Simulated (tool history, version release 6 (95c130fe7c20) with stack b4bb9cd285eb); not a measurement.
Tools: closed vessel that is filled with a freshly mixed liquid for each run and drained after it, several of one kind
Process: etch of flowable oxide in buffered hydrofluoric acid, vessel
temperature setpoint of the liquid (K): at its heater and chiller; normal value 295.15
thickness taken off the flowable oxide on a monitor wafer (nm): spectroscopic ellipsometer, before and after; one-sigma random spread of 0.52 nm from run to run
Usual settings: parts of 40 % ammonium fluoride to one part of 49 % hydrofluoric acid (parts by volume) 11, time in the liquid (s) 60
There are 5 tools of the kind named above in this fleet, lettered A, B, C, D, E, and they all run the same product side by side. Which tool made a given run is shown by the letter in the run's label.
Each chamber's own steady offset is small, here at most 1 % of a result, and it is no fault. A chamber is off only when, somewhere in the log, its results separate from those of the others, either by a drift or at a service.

run    day  temperature setpoint of the liquid (K)  parts of 40 % ammonium fluoride to one part of 49 % hydrofluoric acid (parts by volume)  time in the liquid (s)  read-back film thickness of the flowable oxide reference wafer, read on the same gauge (nm)  thickness taken off the flowable oxide on a monitor wafer (nm)
 1B  0.208                                  295.15                                                                                       11                      60                                                                                       110.00                                                          87.738
 2D  0.462                                  295.15                                                                                       11                      60                                                                                       110.00                                                          87.357
 3C  0.692                                  295.15                                                                                       11                      60                                                                                       110.00                                                          88.353
 4A  1.050                                  295.15                                                                                       11                      60                                                                                       109.98                                                          87.526
     1.246  -- chamber C: hydrofluoric acid flow meter replaced
 5E  1.358                                  295.15                                                                                       11                      60                                                                                       109.98                                                          88.168
 6D  1.629                                  295.15                                                                                       11                      60                                                                                       109.96                                                          87.458
 7C  1.925                                  295.15                                                                                       11                      60                                                                                       110.02                                                          88.777
 8A  2.129                                  295.15                                                                                       11                      60                                                                                       109.97                                                          87.971
 9E  2.450                                  295.15                                                                                       11                      60                                                                                       110.04                                                          88.471
10B  2.729                                  295.15                                                                                       11                      60                                                                                       110.02                                                          87.638
11A  2.975                                  295.15                                                                                       11                      60                                                                                       109.98                                                          89.016
12D  3.288                                  295.15                                                                                       11                      60                                                                                       109.99                                                          87.726
13E  3.500                                  295.15                                                                                       11                      60                                                                                       110.00                                                          87.880
14C  3.833                                  295.15                                                                                       11                      60                                                                                       109.97                                                          88.960
15B  4.112                                  291.65                                                                                       11                      60                                                                                       110.01                                                          71.786
16B  4.412                                  291.65                                                                                       11                      60                                                                                       110.04                                                          71.961
17D  4.667                                  291.65                                                                                       11                      60                                                                                       110.03                                                          71.967
18C  4.904                                  291.65                                                                                       11                      60                                                                                       109.96                                                          72.021
19A  5.167                                  291.65                                                                                       11                      60                                                                                       110.01                                                          72.576
20E  5.538                                  295.15                                                                                       11                      60                                                                                       110.03                                                          87.670
21B  5.846                                  295.15                                                                                       11                      60                                                                                       110.00                                                          86.283
22A  6.058                                  295.15                                                                                       11                      60                                                                                       110.00                                                          88.236
23D  6.392                                  295.15                                                                                       11                      60                                                                                       109.98                                                          88.325
24E  6.567                                  295.15                                                                                       11                      60                                                                                       109.99                                                          89.155
25C  6.762                                  295.15                                                                                       11                      60                                                                                       109.97                                                          87.833
     6.842  -- chamber D: hydrofluoric acid flow meter replaced
26B  7.067                                  295.15                                                                                       11                      60                                                                                       109.98                                                          88.799
27C  7.371                                  297.15                                                                                       11                      40                                                                                       110.04                                                          65.552
28D  7.650                                  297.15                                                                                       11                      40                                                                                       109.97                                                          64.783
29A  7.950                                  297.15                                                                                       11                      40                                                                                       109.98                                                          64.944
30E  8.212                                  297.15                                                                                       11                      40                                                                                       110.00                                                          65.260
     8.279  -- chamber E: thermometer replaced
31C  8.567                                  297.15                                                                                       11                      40                                                                                       110.05                                                          65.971
32D  8.808                                  295.15                                                                                       11                      60                                                                                       110.01                                                          86.967
33E  9.054                                  295.15                                                                                       11                      60                                                                                       109.95                                                          87.808

Next, all 5 chambers run the settings below, one line each with question marks for the results. What does each chamber give?
34A  9.338                                  297.65                                                                                       11                      60                                                                                                                                                            ?
34B  9.338                                  297.65                                                                                       11                      60                                                                                                                                                            ?
34C  9.338                                  297.65                                                                                       11                      60                                                                                                                                                            ?
34D  9.338                                  297.65                                                                                       11                      60                                                                                                                                                            ?
34E  9.338                                  297.65                                                                                       11                      60                                                                                                                                                            ?

run  thickness taken off the flowable oxide on a monitor wafer (nm)
34A                                                         100.010
34B                                                         100.660
34C                                                         101.500
34D                                                          99.877
34E                                                         100.880
